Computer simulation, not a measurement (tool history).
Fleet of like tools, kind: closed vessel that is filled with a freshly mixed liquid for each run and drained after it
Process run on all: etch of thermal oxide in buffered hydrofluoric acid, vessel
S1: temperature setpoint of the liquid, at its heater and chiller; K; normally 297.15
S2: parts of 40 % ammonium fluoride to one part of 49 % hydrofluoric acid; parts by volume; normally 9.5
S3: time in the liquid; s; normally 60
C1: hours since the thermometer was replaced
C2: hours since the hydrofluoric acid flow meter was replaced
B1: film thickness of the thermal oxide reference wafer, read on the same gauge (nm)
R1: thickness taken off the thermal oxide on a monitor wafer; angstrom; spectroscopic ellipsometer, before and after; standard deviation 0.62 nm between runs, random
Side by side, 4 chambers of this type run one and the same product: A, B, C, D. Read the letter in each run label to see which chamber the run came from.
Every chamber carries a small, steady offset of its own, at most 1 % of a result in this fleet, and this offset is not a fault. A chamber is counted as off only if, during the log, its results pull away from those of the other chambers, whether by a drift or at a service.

run,day,S1,S2,S3,C1,C2,B1,R1
1A,0.154,297.15,9.5,60,1027.4,203.9,50.009,649.14
2B,0.379,297.15,9.5,60,522.7,1021.2,49.982,657.61
3D,0.575,297.15,9.5,60,232.0,1057.5,50.007,637.80
4C,0.721,297.15,9.5,60,1301.5,527.7,49.975,650.50
5D,0.942,297.15,9.5,60,240.8,1066.3,49.987,651.74
6C,1.142,297.15,9.5,60,1311.6,537.8,49.990,646.40
7A,1.354,297.15,9.5,60,1056.2,232.7,49.990,643.15
8B,1.467,292.65,9.5,40,548.8,1047.3,50.040,341.95
9D,1.596,292.65,9.5,40,256.5,1082.0,49.964,329.68
10C,1.712,292.65,9.5,40,1325.3,551.5,49.997,336.91
11A,1.858,292.65,9.5,40,1068.3,244.8,50.014,344.87
12B,2.050,297.15,9.5,60,562.8,1061.3,50.044,650.21
13B,2.188,297.15,9.5,60,566.1,1064.6,49.977,651.76
14D,2.408,301.15,11.0,60,276.0,1101.5,50.001,740.31
15C,2.608,301.15,11.0,60,1346.8,573.0,50.010,717.94
16A,2.738,301.15,11.0,60,1089.4,265.9,49.951,713.94
17C,2.917,301.15,11.0,60,1354.2,580.4,50.008,707.84
18D,3.162,297.15,9.5,60,294.1,1119.6,50.005,680.28
19A,3.379,297.15,9.5,60,1104.8,281.3,49.962,649.41
20B,3.612,297.15,9.5,60,600.3,1098.8,49.996,652.69
21A,3.762,297.15,9.5,60,1114.0,290.5,50.026,656.47
22C,3.958,294.65,9.5,60,1379.2,605.4,50.000,561.82
23D,4.200,294.65,9.5,60,319.0,1144.5,49.983,609.34
24B,4.321,294.65,9.5,60,617.3,1115.8,50.005,581.88
25D,4.512,294.65,9.5,60,326.5,1152.0,50.022,630.62
26B,4.708,297.15,9.5,60,626.6,1125.1,50.034,660.51
27A,4.850,299.15,9.5,60,1140.1,316.6,50.028,732.31

Is one chamber off against the others, does the gauge drift, or is nothing wrong? If a chamber is off, say which, and what the likeliest cause is.

Chamber D drifts away from the others.
Most likely cause: liquid hotter than its thermometer reads (K) = 2.47.

Which of the 4 candidates below, each the usual settings with something changed and its results left as question marks, puts chamber D back in line with what the other chambers give on the usual settings?
In line means no further than this from the other chambers' mean on the usual settings: R1 22.00 angstrom
28D-1,5.033,299.65,9.5,60,,,,?
28D-2,5.033,297.15,10.0,55,,,,?
28D-3,5.033,298.15,9.5,60,,,,?
28D-4,5.033,296.65,10.0,60,,,,?

Other chambers, usual settings, mean: R1 649.98 angstrom
run,R1
28D-1,850.46
28D-2,659.44
28D-3,784.62
28D-4,699.95
Change 28D-2 lands the chamber within the allowed miss of the other chambers.

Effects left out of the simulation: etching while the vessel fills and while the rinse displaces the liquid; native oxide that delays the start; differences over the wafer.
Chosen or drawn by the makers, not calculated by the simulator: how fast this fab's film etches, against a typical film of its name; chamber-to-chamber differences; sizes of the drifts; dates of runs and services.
